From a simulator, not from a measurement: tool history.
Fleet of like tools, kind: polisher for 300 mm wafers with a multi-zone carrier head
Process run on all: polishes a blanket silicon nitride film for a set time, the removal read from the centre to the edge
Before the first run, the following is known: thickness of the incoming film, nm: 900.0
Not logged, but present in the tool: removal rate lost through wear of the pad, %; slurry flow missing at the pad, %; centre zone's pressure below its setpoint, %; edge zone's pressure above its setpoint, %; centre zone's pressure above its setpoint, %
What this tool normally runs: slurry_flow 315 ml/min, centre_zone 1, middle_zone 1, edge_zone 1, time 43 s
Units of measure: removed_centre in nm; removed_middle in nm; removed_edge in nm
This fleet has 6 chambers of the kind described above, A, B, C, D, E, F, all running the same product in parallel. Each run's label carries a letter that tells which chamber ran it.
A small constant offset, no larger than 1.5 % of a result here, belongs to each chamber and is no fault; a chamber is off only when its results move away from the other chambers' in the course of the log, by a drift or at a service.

run	hour	slurry_flow	centre_zone	middle_zone	edge_zone	time	wafers polished on this pad	hours since the slurry nozzle was cleaned	hours since the centre zone pressure was calibrated	hours since the edge zone pressure was calibrated	removed_centre	removed_middle	removed_edge
1B	6.3	315	1	1	1	43	247	234.8	33	536.5	109.89	108.97	109.59
2A	15.4	315	1	1	1	43	499	110.2	1089.6	140.2	108.16	109.71	106.73
# hour 19.4: chamber D: centre zone pressure recalibrated
3C	26.1	315	1	1	1	43	1268	209.3	488.9	1232	107.17	108.35	108.16
# hour 31.5: chamber C: worn pad replaced by a new one
4F	37	315	1	1	1	43	1000	560.3	605	87.2	109.67	108.11	107.48
# hour 37.1: chamber F: worn pad replaced by a new one
5E	47.3	315	1	1	1	43	847	197.8	720.2	419.9	106.17	106.06	109.17
# hour 56.7: chamber E: centre zone pressure recalibrated
6D	56.9	315	1	1	1	43	731	370.6	37.6	113.7	106.83	104.89	105.66
# hour 59.1: chamber D: worn pad replaced by a new one
7C	63.3	315	1	1	1	43	343	246.5	526.1	1269.2	108.42	107	109.22
# hour 64.4: chamber A: worn pad replaced by a new one
8F	76.3	315	1	1	1	43	423	599.6	644.3	126.5	110.79	108.07	107.1
# hour 77.7: chamber E: worn pad replaced by a new one
# hour 77.9: chamber C: edge zone pressure recalibrated
# hour 82.6: chamber D: slurry nozzle cleaned
# hour 85.6: chamber B: worn pad replaced by a new one
9E	89.2	315	1	1	1	43	124	239.7	32.6	461.8	108.5	107.43	106.6
# hour 91.1: chamber F: centre zone pressure recalibrated
10B	97.8	315	1	1	1	43	132	326.3	124.5	628	110.09	108.24	108.16
# hour 102.6: chamber F: slurry nozzle cleaned
11A	109.1	315	1	1	1	43	482	203.9	1183.3	233.9	109.35	107.47	108.66
12D	115.8	315	1	1	1	43	612	33.3	96.5	172.6	108.51	104.75	107.63
13D	122	315	1	1	1	43	679	39.5	102.7	178.8	109.33	105.9	108.61
# hour 124.6: chamber D: worn pad replaced by a new one
14E	131.2	315	1	1	1	43	577	281.7	74.6	503.8	107.13	106.7	109
# hour 131.3: chamber C: worn pad replaced by a new one
# hour 138: chamber F: worn pad replaced by a new one
15F	139.1	315	1	1	1	35	12	36.5	48.1	189.3	89.065	87.42	88.288
16C	146.6	315	1	1	1	35	165	329.8	609.4	68.7	88.106	86.58	89.215
17B	157.2	315	1	1	1	35	773	385.7	183.9	687.4	89.218	86.936	87.489
# hour 158: chamber A: centre zone pressure recalibrated
# hour 160.3: chamber A: worn pad replaced by a new one
18A	169.1	315	1	1	1	35	95	263.9	11.2	293.9	78.11	89.963	90.868
19A	182.1	315	1	1	1	35	236	276.9	24.2	306.9	79.481	89.059	91.064
20E	192.3	315	1	1	1	35	1237	342.8	135.7	564.9	88.617	87.959	87.62
# hour 194.3: chamber B: worn pad replaced by a new one
21B	199.9	315	1	1	1	43	61	428.4	226.6	730.1	105.86	108.11	109.06
# hour 202.6: chamber D: worn pad replaced by a new one
# hour 208.8: chamber E: worn pad replaced by a new one
# hour 211: chamber B: edge zone pressure recalibrated
22D	211.3	315	1	1	1	43	94	128.8	192	268.1	110.12	106.59	106.23
23C	220.6	315	1	1	1	43	964	403.8	683.4	142.7	108.69	108.23	108.65
# hour 231.6: chamber F: worn pad replaced by a new one
24F	232.2	315	1.06	1	1.11	43	7	129.6	141.2	282.4	114.97	106.82	116.28
25B	244.6	315	1.06	1	1.11	43	543	473.1	271.3	33.6	112.61	108.6	111.04
# hour 249.3: chamber C: worn pad replaced by a new one
26A	252	315	1.06	1	1.11	43	990	346.8	94.1	376.8	101.37	109.45	112.88
# hour 253.4: chamber F: edge zone pressure recalibrated
# hour 256.5: chamber A: worn pad replaced by a new one
27D	265	315	1.06	1	1.11	43	674	182.5	245.7	321.8	116.5	105.06	112.17
28E	274.7	315	1.06	1	1.11	43	712	425.2	218.1	647.3	114.26	105.94	115.84
# hour 282.3: chamber D: worn pad replaced by a new one
29C	288	315	1.06	1	1.11	43	418	471.2	750.8	210.1	112.75	108.25	114.67
30F	299.4	315	1	1	1	43	732	196.8	208.4	46.1	106.92	107.28	108.42
# hour 311.5: chamber C: slurry nozzle cleaned
31B	312.7	315	1	1	1	43	1278	541.2	339.4	101.7	108.03	107.72	108.4
# hour 313.2: chamber E: worn pad replaced by a new one
32D	320.9	315	1	1	0.96	43	417	238.4	301.6	377.7	107.37	105.4	102.49
33C	327.5	315	1	1	0.96	43	844	16	790.3	249.6	108.79	108.11	105.93
# hour 331.1: chamber F: worn pad replaced by a new one
34F	333.8	315	1	1	0.96	43	29	231.2	242.8	80.5	108.26	108.77	105.9
35A	341.5	315	1	1	0.96	43	918	436.3	183.6	466.3	95.215	108.08	107.16
36E	348.8	315	1	1	0.96	43	384	499.3	292.2	721.4	107.91	107.35	101.69

Next, every chamber runs the same settings. What will each give?
37A	358.4	315	1	1	1	43					?	?	?
37B	358.4	315	1	1	1	43					?	?	?
37C	358.4	315	1	1	1	43					?	?	?
37D	358.4	315	1	1	1	43					?	?	?
37E	358.4	315	1	1	1	43					?	?	?
37F	358.4	315	1	1	1	43					?	?	?

run	removed_centre	removed_middle	removed_edge
37A	96.22	109.02	107.57
37B	108.87	108.36	109.14
37C	109.1	105.95	105.72
37D	105.41	105.6	103.31
37E	107	106.2	106.66
37F	109.79	108.67	108.41
